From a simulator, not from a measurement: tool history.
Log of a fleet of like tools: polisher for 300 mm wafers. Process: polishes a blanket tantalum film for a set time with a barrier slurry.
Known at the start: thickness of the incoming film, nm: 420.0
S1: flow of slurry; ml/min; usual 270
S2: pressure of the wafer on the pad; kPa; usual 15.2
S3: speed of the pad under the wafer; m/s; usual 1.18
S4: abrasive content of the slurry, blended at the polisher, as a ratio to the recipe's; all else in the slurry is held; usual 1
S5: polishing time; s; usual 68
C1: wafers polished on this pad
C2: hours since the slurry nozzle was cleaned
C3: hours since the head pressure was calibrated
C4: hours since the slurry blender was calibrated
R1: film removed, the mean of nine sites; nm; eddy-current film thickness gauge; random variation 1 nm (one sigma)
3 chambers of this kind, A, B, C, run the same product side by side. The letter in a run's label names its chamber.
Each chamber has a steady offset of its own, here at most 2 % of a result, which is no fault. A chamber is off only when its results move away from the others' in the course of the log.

run	hour	S1	S2	S3	S4	S5	C1	C2	C3	C4	R1
1A	5	270	15.2	1.18	1	68	449	225.7	828.8	142.8	127.16
# hour 7.5: chamber A: slurry nozzle cleaned
2C	13.2	270	15.2	1.18	1	68	1085	601.2	328.6	43.8	129.03
3B	22.1	270	15.2	1.18	1	68	480	127.9	421.2	105.3	128.4
4C	29.7	270	15.2	1.18	1	68	1211	617.7	345.1	60.3	128.93
# hour 29.9: chamber C: worn pad replaced by a new one
5A	34.3	270	15.2	1.18	1	68	671	26.9	858.1	172.1	125.24
6B	40.2	270	15.2	1.18	1	68	617	146	439.3	123.4	129.91
7A	47	270	15.2	1.18	1	68	768	39.6	870.8	184.8	124.96
8C	53.6	270	15.2	1.18	1	68	180	641.6	369	84.2	127.77
9B	60.8	270	15.2	1.18	1	68	773	166.6	459.9	144	127.43
# hour 63: chamber C: slurry nozzle cleaned
10C	66	270	15.2	1.18	1	68	274	3	381.4	96.6	127.82
11B	73.5	270	15.2	1.18	1	68	870	179.3	472.6	156.7	127.37
12A	79.1	270	15.2	1.18	1	68	1011	71.7	902.9	216.9	126.47
# hour 84.1: chamber C: slurry blender recalibrated
13C	85.5	270	15.2	1.18	1	68	422	22.5	400.9	1.5	126.89
14A	90.9	270	15.2	1.18	1	68	1101	83.5	914.7	228.7	125.46
15B	95.4	270	15.2	1.18	1	68	1036	201.2	494.5	178.6	128.99
16C	101.8	270	15.2	1.18	1	68	546	38.8	417.2	17.8	127.98
17A	109.6	270	15.2	1.18	1	68	1243	102.2	933.4	247.4	127.15
# hour 113.1: chamber B: head pressure recalibrated
18B	116.4	270	15.2	1.18	1	68	1195	222.2	3.4	199.6	121.22
19B	124.4	270	15.2	1.18	1.2	60	1256	230.2	11.4	207.6	113.02
20C	129.2	270	15.2	1.18	1.2	60	754	66.2	444.6	45.2	117.66
# hour 134.1: chamber B: slurry blender recalibrated
21A	136.8	270	15.2	1.18	1.2	60	1449	129.4	960.6	274.6	115.19
# hour 138.9: chamber A: head pressure recalibrated
22A	144.7	270	15.2	1.18	1	68	1509	137.3	5.8	282.5	127.36
# hour 145.6: chamber A: worn pad replaced by a new one
23B	149.2	355	15.2	1.18	1	68	1444	255	36.2	15.1	125.18
24C	156.8	355	15.2	1.18	1	68	963	93.8	472.2	72.8	130.59
25C	162.2	355	15.2	1.18	1	68	1004	99.2	477.6	78.2	133.34
# hour 163.7: chamber B: worn pad replaced by a new one
26B	169.5	270	15.2	1.18	1	68	44	275.3	56.5	35.4	121.64
# hour 175.8: chamber C: worn pad replaced by a new one
27A	177.1	270	15.2	1.18	1.25	68	239	169.7	38.2	314.9	135.98
28A	183.5	270	15.2	1.18	1.25	68	287	176.1	44.6	321.3	134.09
29B	191.3	270	15.2	1.18	1.25	68	210	297.1	78.3	57.2	127.81
30C	199.7	270	15.2	1.18	1	68	181	136.7	515.1	115.7	128.1
31C	206.6	270	15.2	1.18	1	68	233	143.6	522	122.6	128.73
# hour 208.4: chamber C: slurry blender recalibrated
32B	212.3	270	15.2	1.18	1	68	369	318.1	99.3	78.2	124.09
33A	219	270	15.2	1.18	1	68	557	211.6	80.1	356.8	123.94
34C	225.2	270	15.2	1.18	1	68	375	162.2	540.6	16.8	127.98
# hour 225.4: chamber A: slurry nozzle cleaned
35A	229.5	270	15.2	1.18	1	68	636	4.2	90.6	367.3	126.46
36B	233.8	270	15.2	1.18	1	68	532	339.6	120.8	99.7	122.22
37C	242.6	270	15.2	1.18	1	68	507	179.6	558	34.2	127.02

Is one chamber off against the others, does the gauge drift, or is nothing wrong? If a chamber is off, say which, and what the likeliest cause is.

A service left chamber B off against the others.
Cause: head's pressure below its setpoint, % = 6.

Here are 4 candidates for chamber B's next run, each the usual settings with a change, their results left as question marks. Which one brings its results back in line with what the others give on the usual settings?
In line means no further than this from the other chambers' mean on the usual settings: R1 3.6 nm
38B-1	249	270	15.9	1.18	1	68					?
38B-2	249	270	15.9	1.22	1	70					?
38B-3	249	270	15.2	1.12	1	65					?
38B-4	249	270	15.2	1.18	0.85	68					?

The other chambers' mean on the usual settings: R1 127.23 nm
run	R1
38B-1	127.63
38B-2	135.9
38B-3	110.64
38B-4	116.23
38B-1 brings the chamber back in line.

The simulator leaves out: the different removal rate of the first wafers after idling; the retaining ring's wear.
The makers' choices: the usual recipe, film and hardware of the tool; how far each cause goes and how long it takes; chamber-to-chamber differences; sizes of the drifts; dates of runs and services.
